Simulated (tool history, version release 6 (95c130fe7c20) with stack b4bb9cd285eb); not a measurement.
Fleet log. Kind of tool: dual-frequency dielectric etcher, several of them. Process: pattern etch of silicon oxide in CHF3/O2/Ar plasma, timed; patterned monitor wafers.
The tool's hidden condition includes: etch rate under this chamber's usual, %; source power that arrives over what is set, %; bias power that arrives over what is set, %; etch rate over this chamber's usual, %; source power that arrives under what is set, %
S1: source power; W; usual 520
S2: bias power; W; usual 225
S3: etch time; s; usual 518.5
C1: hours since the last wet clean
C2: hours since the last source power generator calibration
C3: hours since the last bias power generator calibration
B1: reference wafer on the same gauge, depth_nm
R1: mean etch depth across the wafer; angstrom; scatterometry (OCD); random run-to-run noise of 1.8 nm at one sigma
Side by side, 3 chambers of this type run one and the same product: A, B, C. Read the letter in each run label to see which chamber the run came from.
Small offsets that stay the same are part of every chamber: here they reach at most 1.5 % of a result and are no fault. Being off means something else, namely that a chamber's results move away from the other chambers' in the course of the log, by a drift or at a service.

run,hour,S1,S2,S3,C1,C2,C3,B1,R1
1A,5.8,520,225,518.5,464.6,2435.3,1813.1,1259.5,10591
2C,19.1,520,225,518.5,324.5,1096,333.3,1258.9,10474
3B,25.1,520,225,518.5,79.2,3940.7,1974.4,1259,10474
4A,37.2,520,225,518.5,496,2466.7,1844.5,1258.7,10627
5C,46.5,520,225,518.5,351.9,1123.4,360.7,1258.2,10445
6B,54.8,520,225,518.5,108.9,3970.4,2004.1,1258,10517
7C,66.4,420,225,518.5,371.8,1143.3,380.6,1257.4,9629.2
# hour 79.2: chamber A: wet clean of the chamber
8B,79.5,420,225,518.5,133.6,3995.1,2028.8,1256.9,9669.2
9A,87.1,420,225,518.5,7.9,2516.6,1894.4,1257.2,9822.4
10A,94.5,520,196,589,15.3,2524,1901.8,1256.1,11461
11C,102.6,520,196,589,408,1179.5,416.8,1256.3,11282
12B,116,520,196,589,170.1,4031.6,2065.3,1255.7,11326
13C,124.1,520,225,518.5,429.5,1201,438.3,1255.8,10442
14B,133.8,520,225,518.5,187.9,4049.4,2083.1,1255.3,10435
15A,139.7,520,225,518.5,60.5,2569.2,1947,1254.6,10568
16B,147.3,520,225,518.5,201.4,4062.9,2096.6,1254.2,10467
17C,154.6,570,190,518.5,460,1231.5,468.8,1253.8,10189
18A,165.8,570,190,518.5,86.6,2595.3,1973.1,1254.1,10290
19C,179.4,570,190,518.5,484.8,1256.3,493.6,1253.8,10181
20A,192.1,520,225,518.5,112.9,2621.6,1999.4,1252.6,10576
21B,204.7,520,225,518.5,258.8,4120.3,2154,1252.5,10402
22B,216.9,640,225,518.5,271,4132.5,2166.2,1251.9,11288
23A,229,640,225,518.5,149.8,2658.5,2036.3,1251.8,11404

Does one chamber stand apart from the rest, does the shared gauge drift, or is all well apart from small per-chamber offsets? Give the chamber and the most likely cause, where there is one.

None of the chambers is off. What moves is the gauge, dragging all their readings along together.
What lies behind it: gauge reads low (%) = 0.715.

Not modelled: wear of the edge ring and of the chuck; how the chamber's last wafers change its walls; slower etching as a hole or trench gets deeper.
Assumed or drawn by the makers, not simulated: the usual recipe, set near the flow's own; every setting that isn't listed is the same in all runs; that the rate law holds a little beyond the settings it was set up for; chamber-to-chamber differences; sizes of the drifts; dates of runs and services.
